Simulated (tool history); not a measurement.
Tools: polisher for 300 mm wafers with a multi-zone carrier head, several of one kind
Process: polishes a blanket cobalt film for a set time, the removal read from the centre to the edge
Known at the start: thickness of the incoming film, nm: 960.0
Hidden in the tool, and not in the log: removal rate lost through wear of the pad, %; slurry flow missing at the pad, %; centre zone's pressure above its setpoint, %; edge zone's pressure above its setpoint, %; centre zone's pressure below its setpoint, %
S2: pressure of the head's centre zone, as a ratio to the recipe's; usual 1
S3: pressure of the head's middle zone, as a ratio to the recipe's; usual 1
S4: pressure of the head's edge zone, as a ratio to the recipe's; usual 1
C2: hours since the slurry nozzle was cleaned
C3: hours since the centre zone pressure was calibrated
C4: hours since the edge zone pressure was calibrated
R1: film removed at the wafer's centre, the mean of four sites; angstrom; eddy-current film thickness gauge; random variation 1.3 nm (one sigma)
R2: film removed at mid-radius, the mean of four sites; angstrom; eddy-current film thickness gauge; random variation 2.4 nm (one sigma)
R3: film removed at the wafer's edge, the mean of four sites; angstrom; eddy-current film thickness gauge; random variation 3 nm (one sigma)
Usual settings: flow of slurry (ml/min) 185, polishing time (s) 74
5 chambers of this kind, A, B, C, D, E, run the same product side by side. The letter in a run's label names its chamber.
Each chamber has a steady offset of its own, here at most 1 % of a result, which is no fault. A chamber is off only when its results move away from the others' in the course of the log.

{"run": "1A", "hour": 11.5, "flow of slurry (ml/min)": 185, "S2": 1, "S3": 1, "S4": 1, "polishing time (s)": 74, "wafers polished on this pad": 177, "C2": 250.9, "C3": 150.1, "C4": 267.1, "R1": 2117.9, "R2": 2076.5, "R3": 2118.3}
{"hour": 15.4, "done": "chamber A: slurry nozzle cleaned"}
{"hour": 16.8, "done": "chamber B: worn pad replaced by a new one"}
{"run": "2D", "hour": 19.0, "flow of slurry (ml/min)": 185, "S2": 1, "S3": 1, "S4": 1, "polishing time (s)": 74, "wafers polished on this pad": 280, "C2": 149.4, "C3": 436.7, "C4": 920.2, "R1": 2088.3, "R2": 2081.4, "R3": 2040.6}
{"hour": 27.1, "done": "chamber E: worn pad replaced by a new one"}
{"run": "3B", "hour": 31.2, "flow of slurry (ml/min)": 185, "S2": 1, "S3": 1, "S4": 1, "polishing time (s)": 74, "wafers polished on this pad": 126, "C2": 191.7, "C3": 1323.9, "C4": 997.5, "R1": 2070.9, "R2": 2113, "R3": 2078.3}
{"run": "4C", "hour": 45.4, "flow of slurry (ml/min)": 185, "S2": 1, "S3": 1, "S4": 1, "polishing time (s)": 74, "wafers polished on this pad": 624, "C2": 728.6, "C3": 496.7, "C4": 794.7, "R1": 2103, "R2": 2118.8, "R3": 2087}
{"hour": 46.6, "done": "chamber C: slurry nozzle cleaned"}
{"run": "5E", "hour": 57.2, "flow of slurry (ml/min)": 185, "S2": 1, "S3": 1, "S4": 1, "polishing time (s)": 74, "wafers polished on this pad": 264, "C2": 234.2, "C3": 241.7, "C4": 1534.5, "R1": 2100.3, "R2": 2098.1, "R3": 2067.5}
{"hour": 64.5, "done": "chamber C: worn pad replaced by a new one"}
{"run": "6D", "hour": 69.5, "flow of slurry (ml/min)": 185, "S2": 1, "S3": 1, "S4": 1, "polishing time (s)": 74, "wafers polished on this pad": 724, "C2": 199.9, "C3": 487.2, "C4": 970.7, "R1": 2118.7, "R2": 2086.6, "R3": 2097.1}
{"run": "7C", "hour": 79.7, "flow of slurry (ml/min)": 185, "S2": 1, "S3": 1, "S4": 1, "polishing time (s)": 74, "wafers polished on this pad": 133, "C2": 33.2, "C3": 531, "C4": 829, "R1": 2099.3, "R2": 2123.9, "R3": 2118.1}
{"hour": 85.7, "done": "chamber E: slurry nozzle cleaned"}
{"run": "8E", "hour": 88.9, "flow of slurry (ml/min)": 185, "S2": 1, "S3": 1, "S4": 1, "polishing time (s)": 74, "wafers polished on this pad": 542, "C2": 3.2, "C3": 273.4, "C4": 1566.2, "R1": 2082.9, "R2": 2088.9, "R3": 2131.2}
{"hour": 98.8, "done": "chamber B: worn pad replaced by a new one"}
{"run": "9A", "hour": 101.8, "flow of slurry (ml/min)": 185, "S2": 1, "S3": 1, "S4": 1, "polishing time (s)": 74, "wafers polished on this pad": 971, "C2": 86.5, "C3": 240.4, "C4": 357.4, "R1": 2094.4, "R2": 2075.1, "R3": 2137.6}
{"run": "10B", "hour": 113.7, "flow of slurry (ml/min)": 185, "S2": 1, "S3": 1, "S4": 1, "polishing time (s)": 74, "wafers polished on this pad": 130, "C2": 274.2, "C3": 1406.4, "C4": 1080, "R1": 2082.3, "R2": 2119.4, "R3": 2126.2}
{"hour": 115.4, "done": "chamber D: centre zone pressure recalibrated"}
{"hour": 120.3, "done": "chamber A: worn pad replaced by a new one"}
{"run": "11D", "hour": 120.6, "flow of slurry (ml/min)": 185, "S2": 1, "S3": 1, "S4": 1, "polishing time (s)": 74, "wafers polished on this pad": 1173, "C2": 251, "C3": 5.2, "C4": 1021.8, "R1": 2112.9, "R2": 2152.7, "R3": 2081.1}
{"hour": 128.1, "done": "chamber D: worn pad replaced by a new one"}
{"run": "12B", "hour": 128.9, "flow of slurry (ml/min)": 185, "S2": 1, "S3": 1, "S4": 1, "polishing time (s)": 74, "wafers polished on this pad": 264, "C2": 289.4, "C3": 1421.6, "C4": 1095.2, "R1": 2107, "R2": 2076, "R3": 2114.2}
{"hour": 132.7, "done": "chamber E: worn pad replaced by a new one"}
{"run": "13C", "hour": 138.5, "flow of slurry (ml/min)": 185, "S2": 1, "S3": 1, "S4": 1, "polishing time (s)": 74, "wafers polished on this pad": 650, "C2": 92, "C3": 589.8, "C4": 887.8, "R1": 2088, "R2": 2125.4, "R3": 2104.6}
{"hour": 146.4, "done": "chamber C: worn pad replaced by a new one"}
{"run": "14A", "hour": 150.1, "flow of slurry (ml/min)": 185, "S2": 1, "S3": 1, "S4": 1, "polishing time (s)": 74, "wafers polished on this pad": 262, "C2": 134.8, "C3": 288.7, "C4": 405.7, "R1": 2123.6, "R2": 2074.1, "R3": 2128.1}
{"hour": 161.8, "done": "chamber E: edge zone pressure recalibrated"}
{"run": "15E", "hour": 162.2, "flow of slurry (ml/min)": 185, "S2": 1, "S3": 1, "S4": 1, "polishing time (s)": 74, "wafers polished on this pad": 259, "C2": 76.5, "C3": 346.7, "C4": 0.5, "R1": 2101.3, "R2": 2098.9, "R3": 2061.2}
{"run": "16A", "hour": 172.4, "flow of slurry (ml/min)": 185, "S2": 1, "S3": 1, "S4": 1, "polishing time (s)": 74, "wafers polished on this pad": 458, "C2": 157.1, "C3": 311, "C4": 428, "R1": 2105.1, "R2": 2093.1, "R3": 2105.5}
{"hour": 175.2, "done": "chamber B: worn pad replaced by a new one"}
{"run": "17B", "hour": 180.4, "flow of slurry (ml/min)": 185, "S2": 1, "S3": 1, "S4": 1, "polishing time (s)": 74, "wafers polished on this pad": 45, "C2": 340.9, "C3": 1473.1, "C4": 1146.7, "R1": 2109.7, "R2": 2104.9, "R3": 2090.9}
{"hour": 186.2, "done": "chamber B: centre zone pressure recalibrated"}
{"hour": 188.7, "done": "chamber A: edge zone pressure recalibrated"}
{"run": "18C", "hour": 189.6, "flow of slurry (ml/min)": 240, "S2": 1, "S3": 1, "S4": 1, "polishing time (s)": 52, "wafers polished on this pad": 380, "C2": 143.1, "C3": 640.9, "C4": 938.9, "R1": 1522.2, "R2": 1491.5, "R3": 1518.4}
{"run": "19E", "hour": 197.2, "flow of slurry (ml/min)": 240, "S2": 1, "S3": 1, "S4": 1, "polishing time (s)": 52, "wafers polished on this pad": 567, "C2": 111.5, "C3": 381.7, "C4": 35.5, "R1": 1534.2, "R2": 1533.1, "R3": 1512.2}
{"run": "20D", "hour": 206.2, "flow of slurry (ml/min)": 240, "S2": 1, "S3": 1, "S4": 1, "polishing time (s)": 52, "wafers polished on this pad": 686, "C2": 336.6, "C3": 90.8, "C4": 1107.4, "R1": 1537.2, "R2": 1539.6, "R3": 1490.1}
{"run": "21D", "hour": 214.9, "flow of slurry (ml/min)": 240, "S2": 1, "S3": 1, "S4": 1, "polishing time (s)": 52, "wafers polished on this pad": 763, "C2": 345.3, "C3": 99.5, "C4": 1116.1, "R1": 1531.3, "R2": 1521.4, "R3": 1460.6}
{"hour": 219.0, "done": "chamber C: worn pad replaced by a new one"}
{"run": "22E", "hour": 222.5, "flow of slurry (ml/min)": 240, "S2": 1, "S3": 1, "S4": 1, "polishing time (s)": 52, "wafers polished on this pad": 789, "C2": 136.8, "C3": 407, "C4": 60.8, "R1": 1539, "R2": 1516.9, "R3": 1463.3}
{"run": "23B", "hour": 229.3, "flow of slurry (ml/min)": 185, "S2": 1, "S3": 1, "S4": 1, "polishing time (s)": 74, "wafers polished on this pad": 475, "C2": 389.8, "C3": 43.2, "C4": 1195.6, "R1": 2156.7, "R2": 2073.5, "R3": 2110.3}
{"hour": 230.9, "done": "chamber E: worn pad replaced by a new one"}
{"hour": 236.1, "done": "chamber B: worn pad replaced by a new one"}
{"run": "24A", "hour": 240.1, "flow of slurry (ml/min)": 185, "S2": 1, "S3": 1, "S4": 1, "polishing time (s)": 74, "wafers polished on this pad": 1053, "C2": 224.8, "C3": 378.7, "C4": 51.5, "R1": 2098, "R2": 2059.3, "R3": 2103.8}
{"hour": 248.6, "done": "chamber A: worn pad replaced by a new one"}
{"run": "25C", "hour": 254.6, "flow of slurry (ml/min)": 185, "S2": 1, "S3": 1, "S4": 1, "polishing time (s)": 74, "wafers polished on this pad": 313, "C2": 208.1, "C3": 705.9, "C4": 1003.9, "R1": 2115, "R2": 2104.1, "R3": 2084.8}
{"run": "26C", "hour": 262.1, "flow of slurry (ml/min)": 185, "S2": 0.95, "S3": 1, "S4": 1.05, "polishing time (s)": 74, "wafers polished on this pad": 379, "C2": 215.6, "C3": 713.4, "C4": 1011.4, "R1": 1988.5, "R2": 2093.9, "R3": 2143.1}
{"run": "27A", "hour": 274.4, "flow of slurry (ml/min)": 185, "S2": 0.95, "S3": 1, "S4": 1.05, "polishing time (s)": 74, "wafers polished on this pad": 227, "C2": 259.1, "C3": 413, "C4": 85.8, "R1": 2006.4, "R2": 2082.5, "R3": 2176.3}
{"hour": 276.1, "done": "chamber D: worn pad replaced by a new one"}
{"run": "28B", "hour": 287.4, "flow of slurry (ml/min)": 185, "S2": 0.95, "S3": 1, "S4": 1.05, "polishing time (s)": 74, "wafers polished on this pad": 451, "C2": 447.9, "C3": 101.3, "C4": 1253.7, "R1": 2068, "R2": 2107.8, "R3": 2139.9}
{"run": "29D", "hour": 299.9, "flow of slurry (ml/min)": 185, "S2": 0.95, "S3": 1, "S4": 1.05, "polishing time (s)": 74, "wafers polished on this pad": 209, "C2": 430.3, "C3": 184.5, "C4": 1201.1, "R1": 1969.4, "R2": 2112, "R3": 2091.6}
{"run": "30E", "hour": 314.2, "flow of slurry (ml/min)": 185, "S2": 0.95, "S3": 1, "S4": 1.05, "polishing time (s)": 74, "wafers polished on this pad": 731, "C2": 228.5, "C3": 498.7, "C4": 152.5, "R1": 1969, "R2": 2083.4, "R3": 2130.2}

What goes on in this fleet: one chamber off, a drifting gauge, or nothing beyond the chambers' own small offsets? Name the chamber and the cause, if any.

A service left chamber B off against the others.
Cause: centre zone's pressure above its setpoint, % = 3.19.

Here are 4 candidates for chamber B's next run, each the usual settings with a change, their results left as question marks. Which one brings its results back in line with what the others give on the usual settings?
In line means no further than this from the other chambers' mean on the usual settings: R1 45 angstrom; R2 82 angstrom; R3 100 angstrom
{"run": "31B-1", "hour": 324.7, "flow of slurry (ml/min)": 185, "S2": 1.02, "S3": 1, "S4": 0.99, "polishing time (s)": 75, "R1": "?", "R2": "?", "R3": "?"}
{"run": "31B-2", "hour": 324.7, "flow of slurry (ml/min)": 190, "S2": 1.04, "S3": 0.99, "S4": 0.99, "polishing time (s)": 76, "R1": "?", "R2": "?", "R3": "?"}
{"run": "31B-3", "hour": 324.7, "flow of slurry (ml/min)": 180, "S2": 0.96, "S3": 1.01, "S4": 1.01, "polishing time (s)": 72, "R1": "?", "R2": "?", "R3": "?"}
{"run": "31B-4", "hour": 324.7, "flow of slurry (ml/min)": 185, "S2": 0.98, "S3": 1, "S4": 1.01, "polishing time (s)": 73, "R1": "?", "R2": "?", "R3": "?"}

The other chambers' mean on the usual settings: R1 2097.5 angstrom; R2 2095.1 angstrom; R3 2093.6 angstrom
run=31B-1 R1=2250.2 R2=2140.6 R3=2127.2
run=31B-2 R1=2339.8 R2=2157.7 R3=2162.3
run=31B-3 R1=2011.1 R2=2065.7 R3=2056.5
run=31B-4 R1=2095.9 R2=2084 R3=2092
31B-4 brings the chamber back in line.
